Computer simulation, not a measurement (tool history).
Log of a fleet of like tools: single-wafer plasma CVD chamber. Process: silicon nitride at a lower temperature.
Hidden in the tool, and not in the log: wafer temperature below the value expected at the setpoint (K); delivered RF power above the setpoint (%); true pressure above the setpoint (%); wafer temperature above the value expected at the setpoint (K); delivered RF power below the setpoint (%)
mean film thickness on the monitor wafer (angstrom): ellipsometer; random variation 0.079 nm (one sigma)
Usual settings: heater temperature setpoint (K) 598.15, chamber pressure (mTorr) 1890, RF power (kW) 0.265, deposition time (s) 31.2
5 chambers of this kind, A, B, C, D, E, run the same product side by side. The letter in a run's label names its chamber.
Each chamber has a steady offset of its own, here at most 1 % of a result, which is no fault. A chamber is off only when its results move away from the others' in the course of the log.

| run | hour | heater temperature setpoint (K) | chamber pressure (mTorr) | RF power (kW) | deposition time (s) | hours since the last thermocouple change | hours since the last RF generator calibration | hours since the last manometer calibration | read-back reference wafer on the same gauge, thickness_nm | mean film thickness on the monitor wafer (angstrom) |
|---|---|---|---|---|---|---|---|---|---|---|
| 1C | 5.8 | 598.15 | 1890 | 0.265 | 31.2 | 2248.7 | 967.9 | 755.4 | 36.764 | 356.77 |
|  | 6.8 | chamber E: thermocouple changed; heater temperature recalibrated |
| 2A | 16.4 | 598.15 | 1890 | 0.265 | 31.2 | 2131.6 | 257.6 | 1350.8 | 36.825 | 358.09 |
| 3D | 25.1 | 598.15 | 1890 | 0.265 | 31.2 | 318.1 | 1203.4 | 2042.7 | 36.824 | 355.70 |
| 4B | 33.8 | 598.15 | 1890 | 0.265 | 31.2 | 1258.8 | 263.7 | 615.1 | 36.793 | 355.43 |
| 5E | 44.6 | 598.15 | 1890 | 0.265 | 31.2 | 37.8 | 216.7 | 928.5 | 36.782 | 354.98 |
| 6C | 56.9 | 598.15 | 1890 | 0.265 | 31.2 | 2299.8 | 1019.0 | 806.5 | 36.804 | 357.96 |
| 7E | 64.7 | 598.15 | 1890 | 0.265 | 31.2 | 57.9 | 236.8 | 948.6 | 36.799 | 354.57 |
| 8A | 72.2 | 598.15 | 1890 | 0.265 | 31.2 | 2187.4 | 313.4 | 1406.6 | 36.804 | 355.30 |
| 9B | 84.4 | 598.15 | 1890 | 0.265 | 31.2 | 1309.4 | 314.3 | 665.7 | 36.812 | 355.23 |
| 10D | 90.5 | 598.15 | 1890 | 0.265 | 31.2 | 383.5 | 1268.8 | 2108.1 | 36.799 | 354.95 |
| 11D | 98.5 | 598.15 | 1890 | 0.265 | 31.2 | 391.5 | 1276.8 | 2116.1 | 36.819 | 355.02 |
| 12C | 108.0 | 598.15 | 1890 | 0.265 | 31.2 | 2350.9 | 1070.1 | 857.6 | 36.810 | 357.85 |
| 13E | 115.8 | 598.15 | 1890 | 0.265 | 31.2 | 109.0 | 287.9 | 999.7 | 36.797 | 353.32 |
| 14B | 121.7 | 598.15 | 1890 | 0.265 | 31.2 | 1346.7 | 351.6 | 703.0 | 36.786 | 354.79 |
|  | 131.0 | chamber C: RF generator calibrated |
| 15A | 133.4 | 598.15 | 1890 | 0.265 | 31.2 | 2248.6 | 374.6 | 1467.8 | 36.773 | 356.58 |
|  | 137.4 | chamber A: capacitance manometer re-zeroed and calibrated |
| 16E | 141.6 | 605.15 | 1890 | 0.265 | 31.2 | 134.8 | 313.7 | 1025.5 | 36.807 | 353.03 |
| 17D | 147.6 | 605.15 | 1890 | 0.265 | 31.2 | 440.6 | 1325.9 | 2165.2 | 36.807 | 353.82 |
| 18C | 156.5 | 605.15 | 1890 | 0.265 | 31.2 | 2399.4 | 25.5 | 906.1 | 36.803 | 355.04 |
| 19A | 162.9 | 605.15 | 1890 | 0.265 | 31.2 | 2278.1 | 404.1 | 25.6 | 36.780 | 357.14 |
| 20B | 172.6 | 605.15 | 1890 | 0.265 | 31.2 | 1397.6 | 402.5 | 753.9 | 36.779 | 353.63 |
| 21A | 180.4 | 604.15 | 1890 | 0.265 | 31.2 | 2295.6 | 421.6 | 43.1 | 36.786 | 357.65 |
| 22D | 191.5 | 604.15 | 1890 | 0.265 | 31.2 | 484.5 | 1369.8 | 2209.1 | 36.798 | 353.58 |
| 23E | 198.5 | 604.15 | 1890 | 0.265 | 31.2 | 191.7 | 370.6 | 1082.4 | 36.825 | 351.80 |
| 24C | 210.7 | 604.15 | 1890 | 0.265 | 31.2 | 2453.6 | 79.7 | 960.3 | 36.808 | 355.97 |
| 25B | 217.5 | 604.15 | 1890 | 0.265 | 31.2 | 1442.5 | 447.4 | 798.8 | 36.794 | 354.91 |
| 26E | 223.1 | 598.15 | 1890 | 0.265 | 31.2 | 216.3 | 395.2 | 1107.0 | 36.792 | 354.43 |
| 27B | 232.8 | 598.15 | 1890 | 0.300 | 27.1 | 1457.8 | 462.7 | 814.1 | 36.804 | 334.76 |
| 28D | 242.5 | 598.15 | 1890 | 0.300 | 27.1 | 535.5 | 1420.8 | 2260.1 | 36.824 | 336.31 |
| 29C | 248.5 | 598.15 | 1890 | 0.300 | 27.1 | 2491.4 | 117.5 | 998.1 | 36.812 | 338.18 |
| 30A | 259.6 | 598.15 | 1890 | 0.300 | 27.1 | 2374.8 | 500.8 | 122.3 | 36.782 | 336.11 |
| 31A | 268.9 | 598.15 | 1890 | 0.300 | 27.1 | 2384.1 | 510.1 | 131.6 | 36.788 | 337.20 |
| 32C | 275.3 | 598.15 | 1890 | 0.265 | 31.2 | 2518.2 | 144.3 | 1024.9 | 36.788 | 359.18 |
| 33D | 282.2 | 598.15 | 1890 | 0.265 | 31.2 | 575.2 | 1460.5 | 2299.8 | 36.792 | 354.77 |

All 5 chambers run these settings next. Forecast each chamber's results:
| 34A | 291.0 | 598.15 | 1890 | 0.265 | 31.2 |  |  |  |  | ? |
| 34B | 291.0 | 598.15 | 1890 | 0.265 | 31.2 |  |  |  |  | ? |
| 34C | 291.0 | 598.15 | 1890 | 0.265 | 31.2 |  |  |  |  | ? |
| 34D | 291.0 | 598.15 | 1890 | 0.265 | 31.2 |  |  |  |  | ? |
| 34E | 291.0 | 598.15 | 1890 | 0.265 | 31.2 |  |  |  |  | ? |

| run | mean film thickness on the monitor wafer (angstrom) |
|---|---|
| 34A | 356.58 |
| 34B | 356.38 |
| 34C | 358.71 |
| 34D | 356.72 |
| 34E | 353.92 |

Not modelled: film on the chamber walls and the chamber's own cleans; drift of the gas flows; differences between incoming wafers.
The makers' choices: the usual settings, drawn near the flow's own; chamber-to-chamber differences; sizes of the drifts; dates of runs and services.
